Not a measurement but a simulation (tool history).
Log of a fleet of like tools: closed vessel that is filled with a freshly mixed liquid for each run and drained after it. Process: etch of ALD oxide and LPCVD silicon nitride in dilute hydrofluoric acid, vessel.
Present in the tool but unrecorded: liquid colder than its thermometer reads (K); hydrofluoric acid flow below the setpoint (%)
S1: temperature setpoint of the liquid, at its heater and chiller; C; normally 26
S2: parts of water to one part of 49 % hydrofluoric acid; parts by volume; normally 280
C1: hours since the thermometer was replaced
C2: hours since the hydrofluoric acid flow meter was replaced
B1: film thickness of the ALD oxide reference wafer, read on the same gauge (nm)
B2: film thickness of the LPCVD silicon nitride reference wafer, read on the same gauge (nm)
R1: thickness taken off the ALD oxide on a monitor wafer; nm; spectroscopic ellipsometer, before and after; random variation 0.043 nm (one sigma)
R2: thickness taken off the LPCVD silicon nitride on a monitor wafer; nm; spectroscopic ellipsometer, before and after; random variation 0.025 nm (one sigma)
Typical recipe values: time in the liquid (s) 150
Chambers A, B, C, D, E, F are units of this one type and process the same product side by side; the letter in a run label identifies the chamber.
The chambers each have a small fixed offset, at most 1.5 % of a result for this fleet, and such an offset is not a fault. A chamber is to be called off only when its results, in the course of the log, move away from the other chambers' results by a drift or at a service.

{"run": "1D", "hour": 6.6, "S1": 26, "S2": 280, "time in the liquid (s)": 150, "C1": 619.8, "C2": 1806.1, "B1": 49.964, "B2": 149.99, "R1": 5.3258, "R2": 0.30393}
{"run": "2B", "hour": 12.4, "S1": 26, "S2": 280, "time in the liquid (s)": 150, "C1": 1460.4, "C2": 298.2, "B1": 49.985, "B2": 150.02, "R1": 5.3658, "R2": 0.29523}
{"run": "3E", "hour": 20.5, "S1": 26, "S2": 280, "time in the liquid (s)": 150, "C1": 527.6, "C2": 195.1, "B1": 50.027, "B2": 150.01, "R1": 5.3899, "R2": 0.30432}
{"run": "4F", "hour": 25.8, "S1": 26, "S2": 280, "time in the liquid (s)": 150, "C1": 1757.3, "C2": 1038.8, "B1": 50.005, "B2": 150, "R1": 5.3914, "R2": 0.25644}
{"run": "5A", "hour": 30.0, "S1": 26, "S2": 280, "time in the liquid (s)": 150, "C1": 313.2, "C2": 836, "B1": 50.011, "B2": 150.02, "R1": 5.4742, "R2": 0.27673}
{"run": "6C", "hour": 37.3, "S1": 26, "S2": 280, "time in the liquid (s)": 150, "C1": 72.5, "C2": 1343.8, "B1": 50.037, "B2": 150.01, "R1": 5.3472, "R2": 0.31314}
{"run": "7D", "hour": 43.1, "S1": 26, "S2": 280, "time in the liquid (s)": 150, "C1": 656.3, "C2": 1842.6, "B1": 50.026, "B2": 149.99, "R1": 5.3142, "R2": 0.28127}
{"run": "8A", "hour": 46.6, "S1": 26, "S2": 280, "time in the liquid (s)": 150, "C1": 329.8, "C2": 852.6, "B1": 49.941, "B2": 150.03, "R1": 5.4142, "R2": 0.28381}
{"run": "9F", "hour": 50.2, "S1": 26, "S2": 280, "time in the liquid (s)": 150, "C1": 1781.7, "C2": 1063.2, "B1": 49.998, "B2": 150.02, "R1": 5.3204, "R2": 0.31272}
{"run": "10B", "hour": 54.9, "S1": 26, "S2": 280, "time in the liquid (s)": 150, "C1": 1502.9, "C2": 340.7, "B1": 50.005, "B2": 150.02, "R1": 5.449, "R2": 0.28071}
{"run": "11E", "hour": 59.5, "S1": 26, "S2": 280, "time in the liquid (s)": 150, "C1": 566.6, "C2": 234.1, "B1": 49.998, "B2": 150, "R1": 5.4048, "R2": 0.30589}
{"run": "12C", "hour": 64.1, "S1": 26, "S2": 280, "time in the liquid (s)": 150, "C1": 99.3, "C2": 1370.6, "B1": 50.011, "B2": 149.98, "R1": 5.3775, "R2": 0.27659}
{"run": "13A", "hour": 71.0, "S1": 27.5, "S2": 395, "time in the liquid (s)": 150, "C1": 354.2, "C2": 877, "B1": 50.005, "B2": 149.98, "R1": 3.538, "R2": 0.222}
{"run": "14D", "hour": 77.5, "S1": 27.5, "S2": 395, "time in the liquid (s)": 150, "C1": 690.7, "C2": 1877, "B1": 50.005, "B2": 150.01, "R1": 3.5, "R2": 0.25252}
{"run": "15C", "hour": 85.0, "S1": 27.5, "S2": 395, "time in the liquid (s)": 150, "C1": 120.2, "C2": 1391.5, "B1": 49.985, "B2": 149.98, "R1": 3.6139, "R2": 0.25263}
{"run": "16F", "hour": 90.2, "S1": 27.5, "S2": 395, "time in the liquid (s)": 150, "C1": 1821.7, "C2": 1103.2, "B1": 49.942, "B2": 149.99, "R1": 3.5793, "R2": 0.23365}
{"run": "17E", "hour": 96.5, "S1": 27.5, "S2": 395, "time in the liquid (s)": 150, "C1": 603.6, "C2": 271.1, "B1": 50.02, "B2": 150, "R1": 3.5928, "R2": 0.24892}
{"run": "18B", "hour": 100.1, "S1": 27.5, "S2": 395, "time in the liquid (s)": 150, "C1": 1548.1, "C2": 385.9, "B1": 50.067, "B2": 150, "R1": 3.5752, "R2": 0.25522}
{"run": "19B", "hour": 108.0, "S1": 26, "S2": 280, "time in the liquid (s)": 150, "C1": 1556, "C2": 393.8, "B1": 50.02, "B2": 149.98, "R1": 5.393, "R2": 0.31367}
{"run": "20F", "hour": 114.3, "S1": 24, "S2": 280, "time in the liquid (s)": 150, "C1": 1845.8, "C2": 1127.3, "B1": 49.945, "B2": 150, "R1": 5.0006, "R2": 0.24951}
{"run": "21D", "hour": 119.6, "S1": 24, "S2": 280, "time in the liquid (s)": 150, "C1": 732.8, "C2": 1919.1, "B1": 50.01, "B2": 150.01, "R1": 5.0605, "R2": 0.25427}
{"run": "22A", "hour": 125.2, "S1": 24, "S2": 280, "time in the liquid (s)": 150, "C1": 408.4, "C2": 931.2, "B1": 50.045, "B2": 150.02, "R1": 5.0046, "R2": 0.27455}
{"run": "23E", "hour": 128.8, "S1": 24, "S2": 280, "time in the liquid (s)": 150, "C1": 635.9, "C2": 303.4, "B1": 49.987, "B2": 149.98, "R1": 5.024, "R2": 0.23615}
{"run": "24C", "hour": 133.9, "S1": 24, "S2": 280, "time in the liquid (s)": 150, "C1": 169.1, "C2": 1440.4, "B1": 50.033, "B2": 150, "R1": 4.8933, "R2": 0.28785}
{"run": "25B", "hour": 139.2, "S1": 24, "S2": 280, "time in the liquid (s)": 150, "C1": 1587.2, "C2": 425, "B1": 50.031, "B2": 149.96, "R1": 5.0019, "R2": 0.25707}
{"run": "26F", "hour": 147.4, "S1": 26, "S2": 280, "time in the liquid (s)": 150, "C1": 1878.9, "C2": 1160.4, "B1": 50.005, "B2": 150.01, "R1": 5.3351, "R2": 0.28748}
{"run": "27A", "hour": 151.6, "S1": 26, "S2": 280, "time in the liquid (s)": 150, "C1": 434.8, "C2": 957.6, "B1": 50.024, "B2": 149.99, "R1": 5.3083, "R2": 0.26488}
{"run": "28D", "hour": 157.9, "S1": 26, "S2": 280, "time in the liquid (s)": 150, "C1": 771.1, "C2": 1957.4, "B1": 50.008, "B2": 150.05, "R1": 5.3461, "R2": 0.34921}
{"run": "29E", "hour": 162.5, "S1": 26, "S2": 280, "time in the liquid (s)": 150, "C1": 669.6, "C2": 337.1, "B1": 50.025, "B2": 149.97, "R1": 5.3535, "R2": 0.30126}
{"run": "30C", "hour": 170.4, "S1": 26, "S2": 280, "time in the liquid (s)": 150, "C1": 205.6, "C2": 1476.9, "B1": 49.975, "B2": 150.01, "R1": 5.3172, "R2": 0.30635}
{"run": "31E", "hour": 174.7, "S1": 29, "S2": 280, "time in the liquid (s)": 150, "C1": 681.8, "C2": 349.3, "B1": 49.949, "B2": 149.99, "R1": 5.9138, "R2": 0.36959}
{"run": "32F", "hour": 182.6, "S1": 29, "S2": 280, "time in the liquid (s)": 150, "C1": 1914.1, "C2": 1195.6, "B1": 50.03, "B2": 150.02, "R1": 5.9748, "R2": 0.35397}
{"hour": 188.7, "done": "chamber C: hydrofluoric acid flow meter replaced"}
{"run": "33D", "hour": 189.3, "S1": 29, "S2": 280, "time in the liquid (s)": 150, "C1": 802.5, "C2": 1988.8, "B1": 49.99, "B2": 150.02, "R1": 5.9668, "R2": 0.35993}
{"run": "34B", "hour": 193.6, "S1": 29, "S2": 280, "time in the liquid (s)": 150, "C1": 1641.6, "C2": 479.4, "B1": 50.009, "B2": 149.99, "R1": 5.9544, "R2": 0.36386}
{"run": "35A", "hour": 200.0, "S1": 29, "S2": 280, "time in the liquid (s)": 150, "C1": 483.2, "C2": 1006, "B1": 50.005, "B2": 149.96, "R1": 5.9973, "R2": 0.3589}
{"run": "36C", "hour": 204.2, "S1": 29, "S2": 280, "time in the liquid (s)": 150, "C1": 239.4, "C2": 15.6, "B1": 49.995, "B2": 150, "R1": 5.8867, "R2": 0.33145}
{"run": "37D", "hour": 208.7, "S1": 26, "S2": 280, "time in the liquid (s)": 150, "C1": 821.9, "C2": 2008.2, "B1": 49.996, "B2": 150.01, "R1": 5.3408, "R2": 0.2477}
{"run": "38E", "hour": 214.0, "S1": 26, "S2": 280, "time in the liquid (s)": 150, "C1": 721.1, "C2": 388.6, "B1": 49.969, "B2": 150.01, "R1": 5.4124, "R2": 0.29682}
{"run": "39F", "hour": 221.9, "S1": 26, "S2": 280, "time in the liquid (s)": 150, "C1": 1953.4, "C2": 1234.9, "B1": 49.975, "B2": 150.01, "R1": 5.4611, "R2": 0.31951}
{"run": "40A", "hour": 227.1, "S1": 26, "S2": 280, "time in the liquid (s)": 150, "C1": 510.3, "C2": 1033.1, "B1": 50.003, "B2": 150.01, "R1": 5.3987, "R2": 0.28743}
{"run": "41C", "hour": 234.1, "S1": 26, "S2": 280, "time in the liquid (s)": 150, "C1": 269.3, "C2": 45.5, "B1": 49.995, "B2": 150, "R1": 5.324, "R2": 0.32737}
{"run": "42B", "hour": 240.5, "S1": 26, "S2": 280, "time in the liquid (s)": 75, "C1": 1688.5, "C2": 526.3, "B1": 49.997, "B2": 149.99, "R1": 2.6648, "R2": 0.13713}
{"run": "43D", "hour": 245.5, "S1": 26, "S2": 280, "time in the liquid (s)": 75, "C1": 858.7, "C2": 2045, "B1": 50.019, "B2": 150.02, "R1": 2.6801, "R2": 0.14388}

Which is it: a chamber that has drifted or been left off by a service, a gauge drift common to all chambers, or only each chamber's usual small offset? If a chamber is off, name it and its likeliest cause.

All chambers stay in line apart from their small fixed offsets, and the gauge does not drift.

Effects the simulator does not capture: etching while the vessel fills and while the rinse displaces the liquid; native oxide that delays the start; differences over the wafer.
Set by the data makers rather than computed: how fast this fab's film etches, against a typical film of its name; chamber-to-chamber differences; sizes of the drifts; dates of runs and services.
